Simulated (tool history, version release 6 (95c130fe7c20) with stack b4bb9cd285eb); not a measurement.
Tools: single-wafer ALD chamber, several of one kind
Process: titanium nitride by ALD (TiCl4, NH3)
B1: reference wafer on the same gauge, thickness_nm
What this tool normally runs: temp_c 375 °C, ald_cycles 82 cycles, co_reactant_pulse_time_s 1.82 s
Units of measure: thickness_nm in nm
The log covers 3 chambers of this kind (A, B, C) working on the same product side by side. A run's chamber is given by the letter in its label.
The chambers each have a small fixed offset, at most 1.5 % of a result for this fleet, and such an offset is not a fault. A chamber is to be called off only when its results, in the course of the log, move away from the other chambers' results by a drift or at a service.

run 1A hour=13.6 | temp_c=375 ald_cycles=82 co_reactant_pulse_time_s=1.82 | B1=1.7707 | thickness_nm=1.7698
run 2B hour=21.2 | temp_c=375 ald_cycles=82 co_reactant_pulse_time_s=1.82 | B1=1.7693 | thickness_nm=1.7670
run 3C hour=29.8 | temp_c=375 ald_cycles=82 co_reactant_pulse_time_s=1.82 | B1=1.7693 | thickness_nm=1.7802
run 4C hour=42.8 | temp_c=375 ald_cycles=82 co_reactant_pulse_time_s=1.82 | B1=1.7711 | thickness_nm=1.7771
run 5B hour=55.9 | temp_c=375 ald_cycles=82 co_reactant_pulse_time_s=1.82 | B1=1.7701 | thickness_nm=1.7660
run 6A hour=63.3 | temp_c=375 ald_cycles=82 co_reactant_pulse_time_s=1.82 | B1=1.7697 | thickness_nm=1.7745
run 7C hour=78.2 | temp_c=380 ald_cycles=82 co_reactant_pulse_time_s=1.82 | B1=1.7690 | thickness_nm=1.7897
run 8A hour=87.1 | temp_c=380 ald_cycles=82 co_reactant_pulse_time_s=1.82 | B1=1.7694 | thickness_nm=1.7760
run 9B hour=100.2 | temp_c=380 ald_cycles=82 co_reactant_pulse_time_s=1.82 | B1=1.7682 | thickness_nm=1.7716
run 10C hour=107.8 | temp_c=375 ald_cycles=82 co_reactant_pulse_time_s=1.82 | B1=1.7702 | thickness_nm=1.7773
run 11A hour=116.4 | temp_c=375 ald_cycles=82 co_reactant_pulse_time_s=1.82 | B1=1.7702 | thickness_nm=1.7679
run 12B hour=125.6 | temp_c=375 ald_cycles=82 co_reactant_pulse_time_s=1.82 | B1=1.7707 | thickness_nm=1.7657
run 13A hour=138.8 | temp_c=375 ald_cycles=82 co_reactant_pulse_time_s=1.82 | B1=1.7698 | thickness_nm=1.7757
run 14C hour=147.7 | temp_c=375 ald_cycles=82 co_reactant_pulse_time_s=1.82 | B1=1.7698 | thickness_nm=1.7721
run 15B hour=159.7 | temp_c=375 ald_cycles=82 co_reactant_pulse_time_s=1.82 | B1=1.7703 | thickness_nm=1.7594
run 16B hour=167.1 | temp_c=375 ald_cycles=82 co_reactant_pulse_time_s=1.82 | B1=1.7706 | thickness_nm=1.7676
run 17A hour=176.6 | temp_c=375 ald_cycles=82 co_reactant_pulse_time_s=1.82 | B1=1.7691 | thickness_nm=1.7721
run 18C hour=187.7 | temp_c=375 ald_cycles=82 co_reactant_pulse_time_s=1.20 | B1=1.7702 | thickness_nm=1.7202
run 19A hour=198.2 | temp_c=375 ald_cycles=82 co_reactant_pulse_time_s=1.20 | B1=1.7703 | thickness_nm=1.7240
run 20C hour=208.3 | temp_c=375 ald_cycles=82 co_reactant_pulse_time_s=1.20 | B1=1.7698 | thickness_nm=1.7184
-- hour=212.4 chamber B: thermocouple changed; heater temperature recalibrated
run 21B hour=215.5 | temp_c=375 ald_cycles=82 co_reactant_pulse_time_s=1.82 | B1=1.7697 | thickness_nm=1.7598
run 22C hour=226.2 | temp_c=375 ald_cycles=82 co_reactant_pulse_time_s=1.82 | B1=1.7694 | thickness_nm=1.7785
run 23B hour=238.2 | temp_c=375 ald_cycles=82 co_reactant_pulse_time_s=1.82 | B1=1.7702 | thickness_nm=1.7587
run 24A hour=253.5 | temp_c=375 ald_cycles=82 co_reactant_pulse_time_s=1.82 | B1=1.7701 | thickness_nm=1.7718
run 25B hour=268.1 | temp_c=375 ald_cycles=82 co_reactant_pulse_time_s=1.82 | B1=1.7715 | thickness_nm=1.7567
run 26C hour=279.4 | temp_c=375 ald_cycles=82 co_reactant_pulse_time_s=1.82 | B1=1.7715 | thickness_nm=1.7691
run 27A hour=292.6 | temp_c=375 ald_cycles=82 co_reactant_pulse_time_s=1.82 | B1=1.7712 | thickness_nm=1.7747
run 28A hour=304.9 | temp_c=375 ald_cycles=82 co_reactant_pulse_time_s=1.82 | B1=1.7693 | thickness_nm=1.7760
run 29B hour=313.0 | temp_c=375 ald_cycles=82 co_reactant_pulse_time_s=1.82 | B1=1.7698 | thickness_nm=1.7635
run 30C hour=327.3 | temp_c=375 ald_cycles=82 co_reactant_pulse_time_s=1.82 | B1=1.7696 | thickness_nm=1.7777
run 31B hour=335.9 | temp_c=375 ald_cycles=82 co_reactant_pulse_time_s=1.82 | B1=1.7697 | thickness_nm=1.7660
run 32A hour=348.5 | temp_c=375 ald_cycles=82 co_reactant_pulse_time_s=1.82 | B1=1.7710 | thickness_nm=1.7693
run 33C hour=360.2 | temp_c=375 ald_cycles=82 co_reactant_pulse_time_s=1.82 | B1=1.7684 | thickness_nm=1.7759
run 34A hour=375.5 | temp_c=375 ald_cycles=82 co_reactant_pulse_time_s=1.82 | B1=1.7701 | thickness_nm=1.7820
run 35B hour=384.1 | temp_c=375 ald_cycles=82 co_reactant_pulse_time_s=1.82 | B1=1.7702 | thickness_nm=1.7638
run 36C hour=399.5 | temp_c=361 ald_cycles=82 co_reactant_pulse_time_s=1.82 | B1=1.7706 | thickness_nm=1.7315
run 37A hour=408.8 | temp_c=361 ald_cycles=82 co_reactant_pulse_time_s=1.82 | B1=1.7698 | thickness_nm=1.7186
run 38B hour=419.5 | temp_c=361 ald_cycles=82 co_reactant_pulse_time_s=1.82 | B1=1.7711 | thickness_nm=1.7147
run 39C hour=433.5 | temp_c=375 ald_cycles=98 co_reactant_pulse_time_s=1.82 | B1=1.7699 | thickness_nm=2.1205
run 40B hour=442.9 | temp_c=375 ald_cycles=98 co_reactant_pulse_time_s=1.82 | B1=1.7702 | thickness_nm=2.1113

For the next run the whole fleet of 3 chambers uses the same settings. Give each chamber's results:
run 41A hour=454.8 | temp_c=375 ald_cycles=82 co_reactant_pulse_time_s=1.82 | thickness_nm=?
run 41B hour=454.8 | temp_c=375 ald_cycles=82 co_reactant_pulse_time_s=1.82 | thickness_nm=?
run 41C hour=454.8 | temp_c=375 ald_cycles=82 co_reactant_pulse_time_s=1.82 | thickness_nm=?

run=41A thickness_nm=1.7745
run=41B thickness_nm=1.7618
run=41C thickness_nm=1.7663
